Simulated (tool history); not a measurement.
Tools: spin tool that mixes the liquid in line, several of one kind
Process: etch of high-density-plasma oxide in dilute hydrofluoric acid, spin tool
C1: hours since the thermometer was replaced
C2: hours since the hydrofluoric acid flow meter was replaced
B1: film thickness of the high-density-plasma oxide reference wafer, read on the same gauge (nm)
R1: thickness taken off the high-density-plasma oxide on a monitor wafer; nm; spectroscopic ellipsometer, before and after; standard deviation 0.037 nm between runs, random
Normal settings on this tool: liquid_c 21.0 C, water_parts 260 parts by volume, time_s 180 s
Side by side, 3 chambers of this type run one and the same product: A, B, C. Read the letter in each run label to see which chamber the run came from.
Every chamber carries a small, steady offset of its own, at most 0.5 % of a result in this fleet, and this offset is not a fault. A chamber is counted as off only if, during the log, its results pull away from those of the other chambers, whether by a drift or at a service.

run 1B hour=5.9 | liquid_c=21.0 water_parts=260 time_s=180 | C1=403.0 C2=1019.7 | B1=49.982 | R1=3.4148
run 2A hour=17.2 | liquid_c=21.0 water_parts=260 time_s=180 | C1=1278.2 C2=666.6 | B1=49.968 | R1=3.4444
run 3C hour=22.5 | liquid_c=21.0 water_parts=260 time_s=180 | C1=1039.1 C2=89.8 | B1=49.988 | R1=3.4158
-- hour=24.5 chamber C: thermometer replaced
run 4A hour=27.8 | liquid_c=21.0 water_parts=260 time_s=180 | C1=1288.8 C2=677.2 | B1=49.986 | R1=3.4302
run 5C hour=36.0 | liquid_c=21.0 water_parts=260 time_s=75 | C1=11.6 C2=103.3 | B1=50.006 | R1=1.4355
run 6B hour=47.9 | liquid_c=21.0 water_parts=260 time_s=75 | C1=445.0 C2=1061.7 | B1=49.975 | R1=1.4457
run 7B hour=59.9 | liquid_c=21.0 water_parts=260 time_s=75 | C1=457.0 C2=1073.7 | B1=49.974 | R1=1.4392
run 8C hour=68.0 | liquid_c=21.0 water_parts=260 time_s=215 | C1=43.6 C2=135.3 | B1=50.012 | R1=4.1742
run 9A hour=78.2 | liquid_c=21.0 water_parts=260 time_s=215 | C1=1339.2 C2=727.6 | B1=50.013 | R1=4.0776
run 10A hour=85.5 | liquid_c=21.0 water_parts=260 time_s=215 | C1=1346.5 C2=734.9 | B1=50.004 | R1=4.0692
run 11C hour=97.5 | liquid_c=21.0 water_parts=260 time_s=180 | C1=73.1 C2=164.8 | B1=50.034 | R1=3.4543
run 12B hour=106.9 | liquid_c=21.0 water_parts=260 time_s=180 | C1=504.0 C2=1120.7 | B1=50.009 | R1=3.4098
run 13B hour=117.0 | liquid_c=21.0 water_parts=260 time_s=180 | C1=514.1 C2=1130.8 | B1=49.975 | R1=3.3215
run 14C hour=127.0 | liquid_c=21.0 water_parts=260 time_s=180 | C1=102.6 C2=194.3 | B1=50.011 | R1=3.4071
run 15A hour=135.7 | liquid_c=21.0 water_parts=260 time_s=90 | C1=1396.7 C2=785.1 | B1=49.985 | R1=1.7101
run 16C hour=147.0 | liquid_c=21.0 water_parts=260 time_s=90 | C1=122.6 C2=214.3 | B1=50.025 | R1=1.6980
run 17A hour=154.3 | liquid_c=21.0 water_parts=260 time_s=90 | C1=1415.3 C2=803.7 | B1=49.994 | R1=1.7003
run 18B hour=162.4 | liquid_c=21.0 water_parts=260 time_s=180 | C1=559.5 C2=1176.2 | B1=50.058 | R1=3.3683
run 19B hour=170.2 | liquid_c=21.0 water_parts=260 time_s=180 | C1=567.3 C2=1184.0 | B1=49.993 | R1=3.3340
run 20C hour=180.7 | liquid_c=21.0 water_parts=260 time_s=180 | C1=156.3 C2=248.0 | B1=49.969 | R1=3.4350
run 21A hour=186.6 | liquid_c=21.0 water_parts=260 time_s=180 | C1=1447.6 C2=836.0 | B1=50.034 | R1=3.4452
run 22C hour=194.9 | liquid_c=21.0 water_parts=260 time_s=180 | C1=170.5 C2=262.2 | B1=49.971 | R1=3.3997
run 23B hour=200.5 | liquid_c=21.0 water_parts=260 time_s=180 | C1=597.6 C2=1214.3 | B1=49.981 | R1=3.3051
run 24A hour=209.7 | liquid_c=21.0 water_parts=260 time_s=180 | C1=1470.7 C2=859.1 | B1=49.984 | R1=3.4223
run 25B hour=220.2 | liquid_c=21.0 water_parts=260 time_s=180 | C1=617.3 C2=1234.0 | B1=50.011 | R1=3.3385
run 26A hour=226.2 | liquid_c=21.0 water_parts=260 time_s=180 | C1=1487.2 C2=875.6 | B1=49.995 | R1=3.4171
run 27C hour=238.0 | liquid_c=21.0 water_parts=260 time_s=180 | C1=213.6 C2=305.3 | B1=49.999 | R1=3.4693
run 28A hour=245.3 | liquid_c=21.0 water_parts=260 time_s=180 | C1=1506.3 C2=894.7 | B1=49.986 | R1=3.4538
run 29B hour=251.5 | liquid_c=21.0 water_parts=205 time_s=235 | C1=648.6 C2=1265.3 | B1=49.998 | R1=5.7158
run 30C hour=259.4 | liquid_c=21.0 water_parts=205 time_s=235 | C1=235.0 C2=326.7 | B1=49.975 | R1=6.0507
run 31B hour=266.8 | liquid_c=21.0 water_parts=205 time_s=235 | C1=663.9 C2=1280.6 | B1=49.999 | R1=5.8036
run 32A hour=276.3 | liquid_c=21.0 water_parts=260 time_s=180 | C1=1537.3 C2=925.7 | B1=49.952 | R1=3.3844
run 33C hour=282.3 | liquid_c=21.0 water_parts=260 time_s=180 | C1=257.9 C2=349.6 | B1=49.992 | R1=3.4429
run 34B hour=293.0 | liquid_c=21.0 water_parts=260 time_s=180 | C1=690.1 C2=1306.8 | B1=50.000 | R1=3.3470
run 35C hour=298.4 | liquid_c=21.0 water_parts=260 time_s=180 | C1=274.0 C2=365.7 | B1=49.965 | R1=3.3995
run 36A hour=303.7 | liquid_c=21.0 water_parts=260 time_s=180 | C1=1564.7 C2=953.1 | B1=50.012 | R1=3.4123
run 37C hour=314.6 | liquid_c=21.0 water_parts=260 time_s=180 | C1=290.2 C2=381.9 | B1=50.001 | R1=3.4437
run 38B hour=323.9 | liquid_c=21.0 water_parts=260 time_s=180 | C1=721.0 C2=1337.7 | B1=50.014 | R1=3.3137
run 39A hour=329.4 | liquid_c=21.0 water_parts=260 time_s=180 | C1=1590.4 C2=978.8 | B1=50.018 | R1=3.4251
run 40C hour=338.7 | liquid_c=17.0 water_parts=260 time_s=180 | C1=314.3 C2=406.0 | B1=50.024 | R1=2.9462

Next, every chamber runs the same settings. What will each give?
run 41A hour=347.4 | liquid_c=24.5 water_parts=260 time_s=180 | R1=?
run 41B hour=347.4 | liquid_c=24.5 water_parts=260 time_s=180 | R1=?
run 41C hour=347.4 | liquid_c=24.5 water_parts=260 time_s=180 | R1=?

run=41A R1=3.8978
run=41B R1=3.6237
run=41C R1=3.9114
